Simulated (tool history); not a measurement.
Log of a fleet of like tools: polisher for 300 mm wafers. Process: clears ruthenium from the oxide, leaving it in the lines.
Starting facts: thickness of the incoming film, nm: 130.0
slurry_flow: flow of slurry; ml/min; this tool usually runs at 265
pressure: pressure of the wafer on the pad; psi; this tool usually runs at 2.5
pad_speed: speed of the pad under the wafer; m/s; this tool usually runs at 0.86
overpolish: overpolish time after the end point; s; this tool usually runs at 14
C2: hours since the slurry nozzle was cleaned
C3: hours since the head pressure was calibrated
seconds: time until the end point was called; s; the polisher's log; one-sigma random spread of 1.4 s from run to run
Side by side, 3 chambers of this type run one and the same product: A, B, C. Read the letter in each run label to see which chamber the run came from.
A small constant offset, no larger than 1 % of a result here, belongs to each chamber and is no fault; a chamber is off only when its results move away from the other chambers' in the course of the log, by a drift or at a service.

run 1B hour=7.7 | slurry_flow=265 pressure=2.5 pad_speed=0.86 overpolish=14 | wafers_polished_on_this_pad=247 C2=232.1 C3=765.8 | seconds=95.538
run 2C hour=11.8 | slurry_flow=265 pressure=2.5 pad_speed=0.86 overpolish=14 | wafers_polished_on_this_pad=785 C2=674.9 C3=236.9 | seconds=93.959
run 3A hour=20.1 | slurry_flow=265 pressure=2.5 pad_speed=0.86 overpolish=14 | wafers_polished_on_this_pad=353 C2=235.8 C3=1165.6 | seconds=92.867
run 4A hour=27.1 | slurry_flow=265 pressure=2.5 pad_speed=0.86 overpolish=14 | wafers_polished_on_this_pad=390 C2=242.8 C3=1172.6 | seconds=93.001
run 5C hour=33.0 | slurry_flow=265 pressure=2.5 pad_speed=0.86 overpolish=14 | wafers_polished_on_this_pad=898 C2=696.1 C3=258.1 | seconds=93.965
run 6B hour=40.6 | slurry_flow=265 pressure=2.5 pad_speed=0.86 overpolish=14 | wafers_polished_on_this_pad=422 C2=265.0 C3=798.7 | seconds=96.872
-- hour=44.6 chamber A: head pressure recalibrated
run 7A hour=47.2 | slurry_flow=325 pressure=2.5 pad_speed=0.86 overpolish=10 | wafers_polished_on_this_pad=497 C2=262.9 C3=2.7 | seconds=91.629
run 8C hour=55.5 | slurry_flow=325 pressure=2.5 pad_speed=0.86 overpolish=10 | wafers_polished_on_this_pad=1018 C2=718.6 C3=280.6 | seconds=90.540
run 9B hour=62.5 | slurry_flow=325 pressure=2.5 pad_speed=0.86 overpolish=10 | wafers_polished_on_this_pad=539 C2=286.9 C3=820.6 | seconds=93.357
run 10A hour=70.5 | slurry_flow=265 pressure=2.5 pad_speed=0.86 overpolish=14 | wafers_polished_on_this_pad=622 C2=286.2 C3=26.0 | seconds=91.460
-- hour=71.4 chamber C: worn pad replaced by a new one
run 11B hour=75.7 | slurry_flow=265 pressure=2.5 pad_speed=0.86 overpolish=14 | wafers_polished_on_this_pad=610 C2=300.1 C3=833.8 | seconds=93.677
run 12C hour=79.8 | slurry_flow=265 pressure=2.5 pad_speed=0.86 overpolish=14 | wafers_polished_on_this_pad=44 C2=742.9 C3=304.9 | seconds=95.382
run 13A hour=86.9 | slurry_flow=265 pressure=3.1 pad_speed=0.86 overpolish=14 | wafers_polished_on_this_pad=709 C2=302.6 C3=42.4 | seconds=77.026
run 14B hour=93.7 | slurry_flow=265 pressure=3.1 pad_speed=0.86 overpolish=14 | wafers_polished_on_this_pad=706 C2=318.1 C3=851.8 | seconds=77.869
run 15C hour=100.5 | slurry_flow=265 pressure=3.1 pad_speed=0.86 overpolish=14 | wafers_polished_on_this_pad=155 C2=763.6 C3=325.6 | seconds=78.269
run 16C hour=106.8 | slurry_flow=265 pressure=2.5 pad_speed=0.86 overpolish=14 | wafers_polished_on_this_pad=189 C2=769.9 C3=331.9 | seconds=92.512
run 17A hour=111.9 | slurry_flow=265 pressure=2.5 pad_speed=0.86 overpolish=14 | wafers_polished_on_this_pad=842 C2=327.6 C3=67.4 | seconds=94.576
-- hour=118.3 chamber B: worn pad replaced by a new one
run 18B hour=120.3 | slurry_flow=265 pressure=2.5 pad_speed=0.86 overpolish=14 | wafers_polished_on_this_pad=10 C2=344.7 C3=878.4 | seconds=93.541
run 19A hour=128.0 | slurry_flow=265 pressure=2.5 pad_speed=0.86 overpolish=14 | wafers_polished_on_this_pad=928 C2=343.7 C3=83.5 | seconds=96.828
run 20C hour=132.9 | slurry_flow=265 pressure=2.5 pad_speed=0.86 overpolish=14 | wafers_polished_on_this_pad=328 C2=796.0 C3=358.0 | seconds=93.760
run 21B hour=137.6 | slurry_flow=265 pressure=2.5 pad_speed=0.86 overpolish=14 | wafers_polished_on_this_pad=103 C2=362.0 C3=895.7 | seconds=96.679
run 22C hour=143.0 | slurry_flow=320 pressure=2.5 pad_speed=0.86 overpolish=14 | wafers_polished_on_this_pad=382 C2=806.1 C3=368.1 | seconds=93.607
run 23A hour=147.7 | slurry_flow=320 pressure=2.5 pad_speed=0.86 overpolish=14 | wafers_polished_on_this_pad=1033 C2=363.4 C3=103.2 | seconds=93.932
run 24B hour=156.4 | slurry_flow=320 pressure=2.5 pad_speed=0.86 overpolish=14 | wafers_polished_on_this_pad=203 C2=380.8 C3=914.5 | seconds=93.191
run 25C hour=161.9 | slurry_flow=265 pressure=2.5 pad_speed=0.86 overpolish=14 | wafers_polished_on_this_pad=482 C2=825.0 C3=387.0 | seconds=94.903
run 26B hour=166.3 | slurry_flow=235 pressure=2.9 pad_speed=0.86 overpolish=14 | wafers_polished_on_this_pad=256 C2=390.7 C3=924.4 | seconds=82.560
run 27A hour=173.0 | slurry_flow=235 pressure=2.9 pad_speed=0.86 overpolish=14 | wafers_polished_on_this_pad=1168 C2=388.7 C3=128.5 | seconds=85.704
run 28C hour=177.9 | slurry_flow=235 pressure=2.9 pad_speed=0.86 overpolish=14 | wafers_polished_on_this_pad=568 C2=841.0 C3=403.0 | seconds=83.907
-- hour=180.7 chamber C: slurry nozzle cleaned
run 29B hour=181.9 | slurry_flow=265 pressure=2.5 pad_speed=0.86 overpolish=14 | wafers_polished_on_this_pad=339 C2=406.3 C3=940.0 | seconds=95.052
run 30A hour=186.5 | slurry_flow=265 pressure=2.5 pad_speed=0.86 overpolish=14 | wafers_polished_on_this_pad=1240 C2=402.2 C3=142.0 | seconds=100.070
run 31B hour=192.5 | slurry_flow=265 pressure=2.5 pad_speed=0.86 overpolish=14 | wafers_polished_on_this_pad=395 C2=416.9 C3=950.6 | seconds=97.322
run 32A hour=197.6 | slurry_flow=265 pressure=2.5 pad_speed=0.86 overpolish=14 | wafers_polished_on_this_pad=1300 C2=413.3 C3=153.1 | seconds=99.351
run 33C hour=203.2 | slurry_flow=210 pressure=2.5 pad_speed=0.86 overpolish=14 | wafers_polished_on_this_pad=703 C2=22.6 C3=428.3 | seconds=97.340
run 34B hour=207.8 | slurry_flow=210 pressure=2.5 pad_speed=0.86 overpolish=14 | wafers_polished_on_this_pad=477 C2=432.2 C3=965.9 | seconds=98.080
run 35A hour=216.4 | slurry_flow=210 pressure=2.5 pad_speed=0.86 overpolish=14 | wafers_polished_on_this_pad=1400 C2=432.1 C3=171.9 | seconds=103.920
run 36C hour=222.2 | slurry_flow=265 pressure=2.5 pad_speed=0.86 overpolish=14 | wafers_polished_on_this_pad=804 C2=41.6 C3=447.3 | seconds=93.058
run 37C hour=229.3 | slurry_flow=265 pressure=2.5 pad_speed=0.86 overpolish=14 | wafers_polished_on_this_pad=842 C2=48.7 C3=454.4 | seconds=93.999
run 38A hour=235.9 | slurry_flow=265 pressure=2.5 pad_speed=0.86 overpolish=14 | wafers_polished_on_this_pad=1504 C2=451.6 C3=191.4 | seconds=102.700
run 39B hour=240.2 | slurry_flow=265 pressure=2.5 pad_speed=0.86 overpolish=14 | wafers_polished_on_this_pad=650 C2=464.6 C3=998.3 | seconds=91.258
run 40C hour=244.3 | slurry_flow=315 pressure=2.5 pad_speed=0.86 overpolish=14 | wafers_polished_on_this_pad=922 C2=63.7 C3=469.4 | seconds=90.557
run 41A hour=252.4 | slurry_flow=315 pressure=2.5 pad_speed=0.86 overpolish=14 | wafers_polished_on_this_pad=1592 C2=468.1 C3=207.9 | seconds=98.401

Read the log: is a single chamber off, either drifting away or since a service, is the gauge that measures every chamber drifting, or is nothing wrong beyond small per-chamber offsets? Name any odd chamber and what most likely caused it.

It is chamber A that slowly wanders off from its peers.
Cause: removal rate lost through wear of the pad, % = 7.79.
The log may not separate it from: slurry flow missing at the pad, %; head's pressure below its setpoint, %.

Which of the 4 candidates below, each the usual settings with something changed and its results left as question marks, puts chamber A back in line with what the other chambers give on the usual settings?
Counts as in line when no further than this from what the other chambers average on the usual settings: seconds 4.700 s
run 42A-1 hour=258.7 | slurry_flow=265 pressure=2.3 pad_speed=0.78 overpolish=14 | seconds=?
run 42A-2 hour=258.7 | slurry_flow=265 pressure=2.5 pad_speed=0.80 overpolish=14 | seconds=?
run 42A-3 hour=258.7 | slurry_flow=270 pressure=2.5 pad_speed=1.00 overpolish=14 | seconds=?
run 42A-4 hour=258.7 | slurry_flow=265 pressure=2.6 pad_speed=0.90 overpolish=14 | seconds=?

What the other chambers average on the usual settings: seconds 94.837 s
run=42A-1 seconds=123.410
run=42A-2 seconds=110.790
run=42A-3 seconds=88.511
run=42A-4 seconds=94.750
With 42A-4, the chamber falls back in line with the rest.
